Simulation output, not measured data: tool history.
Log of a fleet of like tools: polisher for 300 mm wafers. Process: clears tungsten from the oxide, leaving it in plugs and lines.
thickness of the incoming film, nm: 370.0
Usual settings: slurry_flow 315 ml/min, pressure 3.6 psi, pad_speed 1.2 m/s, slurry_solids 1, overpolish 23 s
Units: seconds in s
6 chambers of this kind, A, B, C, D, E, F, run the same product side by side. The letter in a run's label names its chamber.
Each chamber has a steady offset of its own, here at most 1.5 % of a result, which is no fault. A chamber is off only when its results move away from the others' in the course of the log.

run	hour	slurry_flow	pressure	pad_speed	slurry_solids	overpolish	seconds
1F	4.3	315	3.6	1.2	1	23	66.623
# hour 7.2: chamber A: worn pad replaced by a new one
2E	11.3	315	3.6	1.2	1	23	63.752
# hour 12.7: chamber E: worn pad replaced by a new one
3C	16.3	315	3.6	1.2	1	23	63.479
4B	24.2	315	3.6	1.2	1	23	63.809
# hour 24.7: chamber C: slurry tank refilled with fresh slurry and peroxide
# hour 29.7: chamber B: slurry nozzle cleaned
5D	30.8	315	3.6	1.2	1	23	63.659
6A	37.1	315	3.6	1.2	1	23	65.25
# hour 40.8: chamber B: head pressure recalibrated
7C	42.1	315	3.6	1.2	1	23	64.234
# hour 45: chamber D: worn pad replaced by a new one
# hour 45.8: chamber B: worn pad replaced by a new one
8A	47.4	315	3.6	1.2	1	23	66.232
# hour 51.8: chamber F: slurry tank refilled with fresh slurry and peroxide
9D	53.4	315	3.6	1.2	1	23	62.9
# hour 54.6: chamber E: slurry nozzle cleaned
# hour 58.5: chamber E: slurry tank refilled with fresh slurry and peroxide
10F	60.4	315	3.6	1.2	1	23	64.151
# hour 63.4: chamber D: slurry blender recalibrated
# hour 68: chamber A: worn pad replaced by a new one
11B	68.1	315	3.6	1.2	1	23	65.004
12E	74.5	315	3.6	1.2	1	23	62.837
# hour 76.7: chamber A: head pressure recalibrated
# hour 79.7: chamber F: worn pad replaced by a new one
# hour 79.9: chamber F: slurry nozzle cleaned
13D	80.4	315	3.6	1.2	1	23	64.361
# hour 83.7: chamber B: slurry blender recalibrated
# hour 85.5: chamber A: slurry tank refilled with fresh slurry and peroxide
14A	87.1	315	3.6	1.2	1	23	64.967
15F	92.1	220	3.6	1.2	1.25	23	62.69
# hour 93.4: chamber D: worn pad replaced by a new one
16C	97.3	220	3.6	1.2	1.25	23	64.574
17E	102.8	220	3.6	1.2	1.25	23	65.05
18B	106.9	220	3.6	1.2	1.25	23	66.509
19E	111.7	220	3.6	1.2	1.25	23	63.658
# hour 112.9: chamber C: head pressure recalibrated
# hour 115.7: chamber E: worn pad replaced by a new one
20C	116.1	220	3.6	1.2	1.25	23	65.228
# hour 116.4: chamber C: worn pad replaced by a new one
# hour 120.3: chamber F: slurry blender recalibrated
21B	120.6	315	3.6	1.2	1	23	66.94
22F	126.6	315	3.6	1.2	1	23	61.915
# hour 126.8: chamber A: slurry blender recalibrated
23A	133.1	315	3.6	1.2	1	23	66.2
# hour 133.6: chamber A: worn pad replaced by a new one
24D	138.1	315	3.6	1.2	1	23	64.36
25B	142.4	315	3.6	1.2	1	23	69.08
# hour 143.8: chamber D: worn pad replaced by a new one
# hour 145.5: chamber B: worn pad replaced by a new one
# hour 146.3: chamber A: slurry nozzle cleaned
26D	147.9	315	3.6	1.2	1	23	63.586
27A	154.4	315	3.6	1.2	1	23	62.85
# hour 158.3: chamber C: slurry tank refilled with fresh slurry and peroxide
28F	162.2	315	3.6	1.2	1	23	63.772
# hour 164.3: chamber E: slurry tank refilled with fresh slurry and peroxide
29C	166.5	315	3.6	1.2	1	23	65.288
30E	174.4	315	3.6	1.2	1	23	63.129
31B	179.2	315	3.6	1.2	1	23	74.153
# hour 181.2: chamber D: slurry tank refilled with fresh slurry and peroxide
32F	183.4	315	3.6	1.2	1	23	63.482
# hour 183.9: chamber A: worn pad replaced by a new one
33A	191.2	315	3.6	1.2	1	23	66.813
34E	196	315	3.6	1.2	1	23	66.943
# hour 202.2: chamber D: worn pad replaced by a new one
35C	202.8	315	3.6	1.2	1	27	64.753
# hour 203.2: chamber F: worn pad replaced by a new one
36D	207.5	315	3.6	1.2	1	27	64.49
# hour 210.3: chamber E: worn pad replaced by a new one
37F	215	315	3.6	1.2	1	27	65.254
38E	222.1	315	3.6	1.2	1	27	65.732

Next, every chamber runs the same settings. What will each give?
39A	227.9	315	3.6	1	1	23	?
39B	227.9	315	3.6	1	1	23	?
39C	227.9	315	3.6	1	1	23	?
39D	227.9	315	3.6	1	1	23	?
39E	227.9	315	3.6	1	1	23	?
39F	227.9	315	3.6	1	1	23	?

run	seconds
39A	79.078
39B	97.448
39C	78.251
39D	76.961
39E	78.162
39F	76.406

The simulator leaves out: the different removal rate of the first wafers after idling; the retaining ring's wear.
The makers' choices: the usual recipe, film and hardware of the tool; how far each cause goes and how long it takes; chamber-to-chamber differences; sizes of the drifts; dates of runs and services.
